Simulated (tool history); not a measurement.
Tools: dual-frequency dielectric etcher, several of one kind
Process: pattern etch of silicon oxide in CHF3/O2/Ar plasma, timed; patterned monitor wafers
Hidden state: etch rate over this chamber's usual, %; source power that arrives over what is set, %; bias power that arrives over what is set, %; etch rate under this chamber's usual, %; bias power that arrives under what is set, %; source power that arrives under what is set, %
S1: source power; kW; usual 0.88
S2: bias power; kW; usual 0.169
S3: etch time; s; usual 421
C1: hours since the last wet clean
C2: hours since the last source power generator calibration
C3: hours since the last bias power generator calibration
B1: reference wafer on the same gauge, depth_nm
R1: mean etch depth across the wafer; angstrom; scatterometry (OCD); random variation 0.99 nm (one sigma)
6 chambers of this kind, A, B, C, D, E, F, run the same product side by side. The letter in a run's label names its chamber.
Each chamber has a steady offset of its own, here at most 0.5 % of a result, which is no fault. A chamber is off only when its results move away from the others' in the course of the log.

run 1A hour=6.5 | S1=0.88 S2=0.169 S3=421 | C1=366.3 C2=2679 C3=1973.1 | B1=760 | R1=9406.1
run 2C hour=12.6 | S1=0.88 S2=0.169 S3=421 | C1=323.8 C2=41.8 C3=1191.3 | B1=760.19 | R1=9473
run 3F hour=21.2 | S1=0.88 S2=0.169 S3=421 | C1=85.2 C2=1418.1 C3=1473.3 | B1=760.07 | R1=9457.2
run 4E hour=33.3 | S1=0.88 S2=0.169 S3=421 | C1=354.1 C2=2395.4 C3=818.1 | B1=760.23 | R1=9456.8
run 5B hour=38.8 | S1=0.88 S2=0.169 S3=421 | C1=273.2 C2=1925.2 C3=1713 | B1=760.66 | R1=9407.9
run 6D hour=51.3 | S1=0.88 S2=0.169 S3=421 | C1=77.1 C2=591 C3=1839.7 | B1=760.6 | R1=9505
run 7D hour=57.5 | S1=0.88 S2=0.169 S3=421 | C1=83.3 C2=597.2 C3=1845.9 | B1=760.71 | R1=9501
run 8E hour=66 | S1=0.88 S2=0.169 S3=351 | C1=386.8 C2=2428.1 C3=850.8 | B1=760.6 | R1=7878
run 9C hour=75.5 | S1=0.88 S2=0.169 S3=351 | C1=386.7 C2=104.7 C3=1254.2 | B1=760.68 | R1=7897.7
run 10A hour=87.1 | S1=0.88 S2=0.169 S3=351 | C1=446.9 C2=2759.6 C3=2053.7 | B1=760.77 | R1=7877.8
run 11F hour=99.7 | S1=0.88 S2=0.169 S3=351 | C1=163.7 C2=1496.6 C3=1551.8 | B1=760.79 | R1=7903.1
run 12B hour=107.7 | S1=0.88 S2=0.169 S3=351 | C1=342.1 C2=1994.1 C3=1781.9 | B1=760.83 | R1=7846.5
run 13D hour=114.8 | S1=0.88 S2=0.169 S3=351 | C1=140.6 C2=654.5 C3=1903.2 | B1=760.99 | R1=7912.3
run 14C hour=126.3 | S1=0.88 S2=0.169 S3=421 | C1=437.5 C2=155.5 C3=1305 | B1=761.29 | R1=9481.7
run 15B hour=137.6 | S1=0.88 S2=0.169 S3=421 | C1=372 C2=2024 C3=1811.8 | B1=761.27 | R1=9400.8
-- hour=138.7 chamber B: bias power generator calibrated
-- hour=140.2 chamber A: wet clean of the chamber
run 16E hour=149.4 | S1=0.88 S2=0.169 S3=421 | C1=470.2 C2=2511.5 C3=934.2 | B1=761.39 | R1=9457.2
run 17A hour=160.5 | S1=0.88 S2=0.169 S3=421 | C1=20.4 C2=2833 C3=2127.1 | B1=761.47 | R1=9449.1
run 18F hour=167.5 | S1=0.88 S2=0.169 S3=421 | C1=231.5 C2=1564.4 C3=1619.6 | B1=761.27 | R1=9475.1
run 19F hour=176.9 | S1=0.88 S2=0.169 S3=421 | C1=240.9 C2=1573.8 C3=1629 | B1=761.83 | R1=9468.9
run 20E hour=182.4 | S1=0.95 S2=0.169 S3=421 | C1=503.2 C2=2544.5 C3=967.2 | B1=761.71 | R1=9729
run 21B hour=193.3 | S1=0.95 S2=0.169 S3=421 | C1=427.7 C2=2079.7 C3=54.7 | B1=761.74 | R1=9718.1
run 22A hour=205 | S1=0.95 S2=0.169 S3=421 | C1=64.9 C2=2877.5 C3=2171.6 | B1=762.03 | R1=9740.4
-- hour=209.1 chamber B: wet clean of the chamber
run 23D hour=216.8 | S1=0.95 S2=0.169 S3=421 | C1=242.6 C2=756.5 C3=2005.2 | B1=761.97 | R1=9803.2
run 24C hour=222.6 | S1=0.95 S2=0.169 S3=421 | C1=533.8 C2=251.8 C3=1401.3 | B1=762.23 | R1=9756.8
run 25F hour=230.3 | S1=0.95 S2=0.169 S3=421 | C1=294.3 C2=1627.2 C3=1682.4 | B1=762.24 | R1=9778
run 26B hour=235.9 | S1=0.88 S2=0.169 S3=421 | C1=26.8 C2=2122.3 C3=97.3 | B1=762.03 | R1=9417
run 27C hour=244.6 | S1=0.88 S2=0.169 S3=421 | C1=555.8 C2=273.8 C3=1423.3 | B1=761.98 | R1=9482.9
run 28E hour=254.8 | S1=0.88 S2=0.169 S3=421 | C1=575.6 C2=2616.9 C3=1039.6 | B1=762.33 | R1=9460.8
run 29D hour=260.5 | S1=0.88 S2=0.169 S3=421 | C1=286.3 C2=800.2 C3=2048.9 | B1=762.57 | R1=9528.4
-- hour=262.2 chamber B: source power generator calibrated
run 30A hour=267.1 | S1=0.88 S2=0.169 S3=421 | C1=127 C2=2939.6 C3=2233.7 | B1=762.43 | R1=9450.7
run 31A hour=275.5 | S1=0.88 S2=0.169 S3=421 | C1=135.4 C2=2948 C3=2242.1 | B1=762.53 | R1=9450
run 32F hour=286.4 | S1=0.96 S2=0.169 S3=421 | C1=350.4 C2=1683.3 C3=1738.5 | B1=762.79 | R1=9799.1
-- hour=289.3 chamber E: wet clean of the chamber
run 33B hour=295.3 | S1=0.96 S2=0.169 S3=421 | C1=86.2 C2=33.2 C3=156.7 | B1=762.5 | R1=9777.2
run 34D hour=306.8 | S1=0.96 S2=0.169 S3=421 | C1=332.6 C2=846.5 C3=2095.2 | B1=762.72 | R1=9851.1
run 35E hour=318 | S1=0.96 S2=0.169 S3=421 | C1=28.7 C2=2680.1 C3=1102.8 | B1=762.94 | R1=9815.9
run 36C hour=329.4 | S1=0.96 S2=0.169 S3=421 | C1=640.6 C2=358.6 C3=1508.1 | B1=763.23 | R1=9838.8
run 37A hour=342 | S1=0.96 S2=0.169 S3=421 | C1=201.9 C2=3014.5 C3=2308.6 | B1=763.21 | R1=9786.7

What goes on in this fleet: one chamber off, a drifting gauge, or nothing beyond the chambers' own small offsets? Name the chamber and the cause, if any.

The gauge drifts, so all chambers seem to drift together. No chamber is off.
Cause: gauge reads high (%) = 0.431.

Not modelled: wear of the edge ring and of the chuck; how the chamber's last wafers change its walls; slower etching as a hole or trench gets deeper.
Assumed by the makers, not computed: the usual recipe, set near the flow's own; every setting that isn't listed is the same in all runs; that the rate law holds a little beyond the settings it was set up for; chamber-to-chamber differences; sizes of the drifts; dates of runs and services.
